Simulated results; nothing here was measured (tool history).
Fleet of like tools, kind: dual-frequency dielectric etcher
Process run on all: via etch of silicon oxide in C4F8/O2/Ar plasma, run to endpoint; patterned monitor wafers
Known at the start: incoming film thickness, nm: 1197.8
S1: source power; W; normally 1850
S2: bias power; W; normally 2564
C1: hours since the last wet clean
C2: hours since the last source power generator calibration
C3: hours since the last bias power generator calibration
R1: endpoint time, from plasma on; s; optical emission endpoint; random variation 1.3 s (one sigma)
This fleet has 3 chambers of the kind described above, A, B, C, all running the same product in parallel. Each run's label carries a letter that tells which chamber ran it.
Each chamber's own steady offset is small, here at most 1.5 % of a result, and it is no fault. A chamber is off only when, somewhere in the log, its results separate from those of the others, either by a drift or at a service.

run   hour    S1    S2     C1      C2      C3      R1
 1A    6.8  1850  2564  163.7  2713.3  2911.3  224.53
 2B   11.6  1850  2564  353.9  2063.8  3258.1  223.83
      15.0  -- chamber C: wet clean of the chamber
 3C   15.4  1850  2564    0.4  4041.0  2684.1  226.58
 4B   22.5  1850  2564  364.8  2074.7  3269.0  225.09
 5C   26.4  1850  2564   11.4  4052.0  2695.1  228.96
 6A   30.9  1850  2564  187.8  2737.4  2935.4  225.00
 7A   34.9  1850  2564  191.8  2741.4  2939.4  224.92
 8B   39.6  1850  2564  381.9  2091.8  3286.1  224.37
 9C   43.6  1850  2564   28.6  4069.2  2712.3  226.98
10C   50.4  1480  2971   35.4  4076.0  2719.1  236.87
11A   57.0  1480  2971  213.9  2763.5  2961.5  234.15
12B   61.0  1480  2971  403.3  2113.2  3307.5  235.76
      63.6  -- chamber C: bias power generator calibrated
13A   65.9  1850  2564  222.8  2772.4  2970.4  228.37
14C   71.0  1850  2564   56.0  4096.6     7.4  226.68
15B   75.3  1850  2564  417.6  2127.5  3321.8  223.50
16A   79.3  1850  2564  236.2  2785.8  2983.8  221.69
17C   82.8  1850  2564   67.8  4108.4    19.2  227.54
18B   88.7  1850  2564  431.0  2140.9  3335.2  223.74
19B   95.2  1850  2564  437.5  2147.4  3341.7  224.24
20C  102.3  1850  2564   87.3  4127.9    38.7  227.35
21A  107.7  1850  2564  264.6  2814.2  3012.2  224.24
22A  112.4  1850  2564  269.3  2818.9  3016.9  222.45
23B  118.6  1850  2564  460.9  2170.8  3365.1  223.94
24C  124.0  1850  2564  109.0  4149.6    60.4  226.38
25B  129.5  1850  2564  471.8  2181.7  3376.0  224.68
     131.3  -- chamber C: source power generator calibrated
26C  132.9  1850  2564  117.9     1.6    69.3  225.30
27A  136.4  1850  2564  293.3  2842.9  3040.9  218.60
28C  143.1  1850  2564  128.1    11.8    79.5  224.80
29B  148.8  1850  2564  491.1  2201.0  3395.3  222.91
30A  152.3  1850  2564  309.2  2858.8  3056.8  217.06
31A  156.6  1850  2564  313.5  2863.1  3061.1  219.26
32C  163.5  1990  2234  148.5    32.2    99.9  229.98

Is one chamber off against the others, does the gauge drift, or is nothing wrong? If a chamber is off, say which, and what the likeliest cause is.

It is chamber A that slowly wanders off from its peers.
What lies behind it: etch rate over this chamber's usual, % = 3.54.

Which of the 4 candidates below, each the usual settings with something changed and its results left as question marks, puts chamber A back in line with what the other chambers give on the usual settings?
Counts as in line when no further than this from what the other chambers average on the usual settings: R1 4.50 s
33A-1  168.8  1850  1973               ?
33A-2  168.8  2060  2784               ?
33A-3  168.8  1850  2855               ?
33A-4  168.8  1750  2456               ?

Mean of the other chambers on the usual settings: R1 225.31 s
  run      R1
33A-1  235.85
33A-2  203.77
33A-3  211.02
33A-4  226.00
The answer is 33A-4, which returns the chamber to within the allowed miss of the others.

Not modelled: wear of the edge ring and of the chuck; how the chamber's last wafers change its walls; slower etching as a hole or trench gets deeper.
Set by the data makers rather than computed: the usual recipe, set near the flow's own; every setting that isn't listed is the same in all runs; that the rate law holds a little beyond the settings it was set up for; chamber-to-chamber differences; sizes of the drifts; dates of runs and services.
